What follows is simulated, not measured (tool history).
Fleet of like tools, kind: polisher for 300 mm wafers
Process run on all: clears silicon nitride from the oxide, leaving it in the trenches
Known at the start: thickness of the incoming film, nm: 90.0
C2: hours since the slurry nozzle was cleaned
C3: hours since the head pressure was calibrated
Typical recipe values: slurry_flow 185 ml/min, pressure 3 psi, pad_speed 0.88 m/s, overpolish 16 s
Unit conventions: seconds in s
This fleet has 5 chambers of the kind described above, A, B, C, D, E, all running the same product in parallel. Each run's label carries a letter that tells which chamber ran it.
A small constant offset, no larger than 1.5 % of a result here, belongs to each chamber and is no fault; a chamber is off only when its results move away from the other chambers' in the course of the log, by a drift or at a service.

run 1E hour=7.4 | slurry_flow=185 pressure=3 pad_speed=0.88 overpolish=16 | wafers_polished_on_this_pad=173 C2=61.4 C3=931.1 | seconds=109.39
-- hour=15.7 chamber C: head pressure recalibrated
-- hour=16.3 chamber C: worn pad replaced by a new one
run 2D hour=16.6 | slurry_flow=185 pressure=3 pad_speed=0.88 overpolish=16 | wafers_polished_on_this_pad=390 C2=168.1 C3=345.8 | seconds=106.55
run 3A hour=25.5 | slurry_flow=185 pressure=3 pad_speed=0.88 overpolish=16 | wafers_polished_on_this_pad=700 C2=398.5 C3=121.6 | seconds=106.11
run 4B hour=39.2 | slurry_flow=185 pressure=3 pad_speed=0.88 overpolish=16 | wafers_polished_on_this_pad=906 C2=527.9 C3=431.2 | seconds=109.07
-- hour=46.7 chamber B: worn pad replaced by a new one
run 5C hour=52.5 | slurry_flow=185 pressure=3 pad_speed=0.88 overpolish=16 | wafers_polished_on_this_pad=282 C2=108.8 C3=36.9 | seconds=112.73
-- hour=56.4 chamber D: worn pad replaced by a new one
-- hour=61.4 chamber D: slurry nozzle cleaned
run 6E hour=61.5 | slurry_flow=185 pressure=3 pad_speed=0.88 overpolish=16 | wafers_polished_on_this_pad=594 C2=115.5 C3=985.2 | seconds=105.71
run 7A hour=75.7 | slurry_flow=185 pressure=3 pad_speed=0.88 overpolish=16 | wafers_polished_on_this_pad=1090 C2=448.7 C3=171.8 | seconds=111.96
run 8B hour=87.4 | slurry_flow=185 pressure=3 pad_speed=0.88 overpolish=16 | wafers_polished_on_this_pad=317 C2=576.1 C3=479.4 | seconds=106.82
run 9D hour=95.5 | slurry_flow=185 pressure=3 pad_speed=0.88 overpolish=16 | wafers_polished_on_this_pad=304 C2=34.2 C3=424.7 | seconds=103.29
run 10C hour=110.6 | slurry_flow=185 pressure=3 pad_speed=0.88 overpolish=16 | wafers_polished_on_this_pad=734 C2=166.9 C3=95 | seconds=106.95
-- hour=123.8 chamber D: head pressure recalibrated
run 11E hour=124.2 | slurry_flow=185 pressure=3 pad_speed=0.88 overpolish=16 | wafers_polished_on_this_pad=1082 C2=178.2 C3=1047.9 | seconds=109.11
-- hour=130.3 chamber E: worn pad replaced by a new one
-- hour=130.5 chamber C: worn pad replaced by a new one
run 12C hour=138.7 | slurry_flow=185 pressure=3 pad_speed=0.88 overpolish=16 | wafers_polished_on_this_pad=64 C2=195 C3=123.1 | seconds=107.99
run 13D hour=147.7 | slurry_flow=185 pressure=3 pad_speed=0.88 overpolish=16 | wafers_polished_on_this_pad=711 C2=86.4 C3=24 | seconds=105.12
-- hour=149.8 chamber D: worn pad replaced by a new one
run 14A hour=155.6 | slurry_flow=185 pressure=3 pad_speed=0.88 overpolish=16 | wafers_polished_on_this_pad=1712 C2=528.6 C3=251.7 | seconds=110.15
run 15B hour=168.7 | slurry_flow=185 pressure=3 pad_speed=0.88 overpolish=16 | wafers_polished_on_this_pad=950 C2=657.4 C3=560.7 | seconds=109.76
-- hour=176.3 chamber B: worn pad replaced by a new one
run 16C hour=181.1 | slurry_flow=185 pressure=2.2 pad_speed=0.88 overpolish=16 | wafers_polished_on_this_pad=394 C2=237.4 C3=165.5 | seconds=148.46
run 17A hour=194.1 | slurry_flow=185 pressure=2.2 pad_speed=0.88 overpolish=16 | wafers_polished_on_this_pad=2012 C2=567.1 C3=290.2 | seconds=151.27
-- hour=199.3 chamber A: slurry nozzle cleaned
run 18B hour=204.3 | slurry_flow=185 pressure=2.2 pad_speed=0.88 overpolish=16 | wafers_polished_on_this_pad=218 C2=693 C3=596.3 | seconds=147.48
run 19D hour=219.3 | slurry_flow=185 pressure=2.2 pad_speed=0.88 overpolish=16 | wafers_polished_on_this_pad=541 C2=158 C3=95.6 | seconds=150.38
-- hour=224.2 chamber C: slurry nozzle cleaned
-- hour=224.8 chamber C: worn pad replaced by a new one
run 20E hour=227 | slurry_flow=185 pressure=2.2 pad_speed=0.88 overpolish=16 | wafers_polished_on_this_pad=753 C2=281 C3=1150.7 | seconds=147.8
run 21D hour=239.2 | slurry_flow=185 pressure=3 pad_speed=0.88 overpolish=16 | wafers_polished_on_this_pad=696 C2=177.9 C3=115.5 | seconds=108.46
-- hour=242 chamber B: head pressure recalibrated
-- hour=246.7 chamber D: worn pad replaced by a new one
run 22A hour=247.9 | slurry_flow=185 pressure=3 pad_speed=0.88 overpolish=16 | wafers_polished_on_this_pad=2431 C2=48.7 C3=344 | seconds=114.03
run 23B hour=262.2 | slurry_flow=185 pressure=3 pad_speed=0.88 overpolish=16 | wafers_polished_on_this_pad=669 C2=750.9 C3=20.3 | seconds=107.5
-- hour=264.4 chamber E: worn pad replaced by a new one
run 24E hour=271 | slurry_flow=185 pressure=3 pad_speed=0.88 overpolish=16 | wafers_polished_on_this_pad=51 C2=325 C3=1194.7 | seconds=109.69
-- hour=276 chamber D: slurry nozzle cleaned
-- hour=279.1 chamber E: head pressure recalibrated
run 25C hour=282.5 | slurry_flow=185 pressure=3 pad_speed=0.88 overpolish=16 | wafers_polished_on_this_pad=449 C2=58.3 C3=266.9 | seconds=109.9
run 26B hour=295.6 | slurry_flow=185 pressure=3 pad_speed=0.88 overpolish=16 | wafers_polished_on_this_pad=929 C2=784.3 C3=53.7 | seconds=110.02
run 27A hour=307.1 | slurry_flow=185 pressure=3 pad_speed=0.88 overpolish=16 | wafers_polished_on_this_pad=2892 C2=107.9 C3=403.2 | seconds=115.38
run 28C hour=313.9 | slurry_flow=185 pressure=3 pad_speed=0.88 overpolish=16 | wafers_polished_on_this_pad=694 C2=89.7 C3=298.3 | seconds=106.25
-- hour=316.8 chamber B: worn pad replaced by a new one
-- hour=320.5 chamber C: worn pad replaced by a new one
run 29D hour=321.6 | slurry_flow=185 pressure=3 pad_speed=0.88 overpolish=16 | wafers_polished_on_this_pad=583 C2=45.7 C3=197.9 | seconds=108.05
run 30E hour=330.8 | slurry_flow=185 pressure=3 pad_speed=0.88 overpolish=16 | wafers_polished_on_this_pad=517 C2=384.8 C3=51.7 | seconds=106.22
-- hour=339.2 chamber E: slurry nozzle cleaned
run 31A hour=342.9 | slurry_flow=185 pressure=3 pad_speed=0.88 overpolish=16 | wafers_polished_on_this_pad=3171 C2=143.7 C3=439 | seconds=120.79
-- hour=355.4 chamber D: worn pad replaced by a new one
run 32D hour=357.8 | slurry_flow=185 pressure=3 pad_speed=0.88 overpolish=16 | wafers_polished_on_this_pad=18 C2=81.9 C3=234.1 | seconds=109.5
run 33E hour=369.4 | slurry_flow=185 pressure=3 pad_speed=0.88 overpolish=16 | wafers_polished_on_this_pad=818 C2=30.2 C3=90.3 | seconds=107.72
run 34B hour=381.1 | slurry_flow=185 pressure=3 pad_speed=0.88 overpolish=16 | wafers_polished_on_this_pad=500 C2=869.8 C3=139.2 | seconds=106.59
run 35C hour=391.4 | slurry_flow=185 pressure=3 pad_speed=0.88 overpolish=16 | wafers_polished_on_this_pad=552 C2=167.2 C3=375.8 | seconds=109.87
run 36D hour=401.9 | slurry_flow=185 pressure=3 pad_speed=0.88 overpolish=16 | wafers_polished_on_this_pad=362 C2=126 C3=278.2 | seconds=106.43
-- hour=405.1 chamber E: worn pad replaced by a new one
run 37C hour=411 | slurry_flow=185 pressure=3 pad_speed=0.88 overpolish=16 | wafers_polished_on_this_pad=704 C2=186.8 C3=395.4 | seconds=109.11
run 38E hour=419 | slurry_flow=185 pressure=3 pad_speed=0.88 overpolish=16 | wafers_polished_on_this_pad=108 C2=79.8 C3=139.9 | seconds=106.08
run 39A hour=427.5 | slurry_flow=185 pressure=3 pad_speed=0.88 overpolish=16 | wafers_polished_on_this_pad=3830 C2=228.3 C3=523.6 | seconds=117.77

Predict what each chamber gives when all 5 of them run the settings below next.
run 40A hour=438.4 | slurry_flow=185 pressure=3 pad_speed=0.88 overpolish=16 | seconds=?
run 40B hour=438.4 | slurry_flow=185 pressure=3 pad_speed=0.88 overpolish=16 | seconds=?
run 40C hour=438.4 | slurry_flow=185 pressure=3 pad_speed=0.88 overpolish=16 | seconds=?
run 40D hour=438.4 | slurry_flow=185 pressure=3 pad_speed=0.88 overpolish=16 | seconds=?
run 40E hour=438.4 | slurry_flow=185 pressure=3 pad_speed=0.88 overpolish=16 | seconds=?

run=40A seconds=120.69
run=40B seconds=107.64
run=40C seconds=108.91
run=40D seconds=105.23
run=40E seconds=111.1
